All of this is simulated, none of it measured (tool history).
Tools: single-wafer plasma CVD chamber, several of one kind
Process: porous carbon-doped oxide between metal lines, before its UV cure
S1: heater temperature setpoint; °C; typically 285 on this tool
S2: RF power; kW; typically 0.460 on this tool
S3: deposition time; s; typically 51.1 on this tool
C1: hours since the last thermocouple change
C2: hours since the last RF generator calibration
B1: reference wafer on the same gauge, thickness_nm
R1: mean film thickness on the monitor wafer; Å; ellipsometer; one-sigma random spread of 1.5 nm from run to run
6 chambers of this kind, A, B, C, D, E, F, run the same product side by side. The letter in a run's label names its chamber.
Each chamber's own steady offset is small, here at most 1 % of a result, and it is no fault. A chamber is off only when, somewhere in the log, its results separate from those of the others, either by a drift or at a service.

run	hour	S1	S2	S3	C1	C2	B1	R1
# hour 1.0: chamber D: thermocouple changed; heater temperature recalibrated
1A	3.4	285	0.460	51.1	546.2	1038.6	250.16	2823.5
2B	7.6	285	0.460	51.1	1176.4	387.0	250.09	2798.6
3C	11.8	285	0.460	51.1	689.7	905.5	250.06	2815.9
4E	16.0	285	0.460	51.1	429.2	314.2	250.13	2844.8
5D	20.3	285	0.460	51.1	19.4	285.9	249.82	2841.5
6F	24.7	285	0.460	51.1	780.5	121.9	249.89	2782.0
7F	28.5	285	0.460	51.1	784.3	125.7	250.14	2785.0
8E	30.7	285	0.460	51.1	443.9	328.9	250.17	2848.3
9A	32.8	291	0.490	51.1	575.6	1068.0	249.92	2821.7
10C	35.4	291	0.490	51.1	713.3	929.1	249.83	2827.2
11D	37.7	291	0.490	51.1	36.8	303.3	250.11	2837.0
12B	40.6	291	0.490	51.1	1209.4	420.0	250.34	2819.9
# hour 42.4: chamber B: thermocouple changed; heater temperature recalibrated
13E	43.2	291	0.490	51.1	456.4	341.4	250.24	2851.4
14B	45.6	291	0.490	51.1	3.3	425.0	249.94	2902.4
15C	48.7	285	0.460	51.1	726.6	942.4	250.01	2810.9
16D	52.8	285	0.460	51.1	51.9	318.4	249.93	2823.9
17A	54.9	285	0.460	51.1	597.7	1090.1	250.12	2817.8
18F	59.2	285	0.460	51.1	815.0	156.4	250.12	2794.2
19B	62.0	285	0.510	43.2	19.7	441.4	249.89	2613.8
20F	64.5	285	0.510	43.2	820.3	161.7	250.46	2555.2
21C	66.8	285	0.510	43.2	744.7	960.5	250.40	2577.6
22D	70.7	285	0.510	43.2	69.8	336.3	249.93	2561.6
23A	74.6	285	0.510	43.2	617.4	1109.8	249.83	2571.0
24E	79.0	285	0.510	43.2	492.2	377.2	249.99	2552.7
25F	81.2	285	0.460	51.1	837.0	178.4	249.85	2792.4
26D	85.1	285	0.460	51.1	84.2	350.7	249.94	2829.2
27C	88.2	285	0.460	51.1	766.1	981.9	250.22	2829.8
28B	92.0	285	0.460	51.1	49.7	471.4	249.91	2900.4
29A	95.4	285	0.460	51.1	638.2	1130.6	250.14	2806.0
30E	98.6	285	0.460	51.1	511.8	396.8	249.83	2834.9
31A	100.7	285	0.460	51.1	643.5	1135.9	250.42	2827.8
32B	103.2	285	0.460	51.1	60.9	482.6	249.99	2872.6
33E	105.3	285	0.460	51.1	518.5	403.5	250.30	2821.5
34C	107.7	285	0.460	51.1	785.6	1001.4	250.08	2813.0
35F	111.0	285	0.460	51.1	866.8	208.2	249.81	2793.1
36D	113.8	285	0.460	51.1	112.9	379.4	249.73	2823.8
37D	116.9	285	0.460	51.1	116.0	382.5	250.44	2818.8
38C	120.8	285	0.460	51.1	798.7	1014.5	249.94	2809.0
39E	124.7	285	0.460	51.1	537.9	422.9	249.80	2840.4
40B	127.3	285	0.460	51.1	85.0	506.7	250.04	2879.2
41A	131.5	285	0.460	51.1	674.3	1166.7	250.23	2801.9

Is one chamber off against the others, does the gauge drift, or is nothing wrong? If a chamber is off, say which, and what the likeliest cause is.

Chamber B has stood off from the others ever since a service on it.
Cause: wafer temperature below the value expected at the setpoint (K) = 4.17.

Chamber B could run next with any of the 4 candidate recipes listed below; each alters the usual settings, and their results appear as question marks. Which one brings its results back in line with what the other chambers deliver on the usual settings?
In-line tolerance around the mean of the other chambers on the usual settings: R1 51.0 Å
42B-1	134.8	283	0.460	53.5				?
42B-2	134.8	286	0.450	49.5				?
42B-3	134.8	284	0.470	51.1				?
42B-4	134.8	285	0.460	49.8				?

On the usual settings, the other chambers give on average: R1 2817.3 Å
run	R1
42B-1	3062.0
42B-2	2738.3
42B-3	2952.1
42B-4	2817.8
42B-4 brings the chamber back in line.
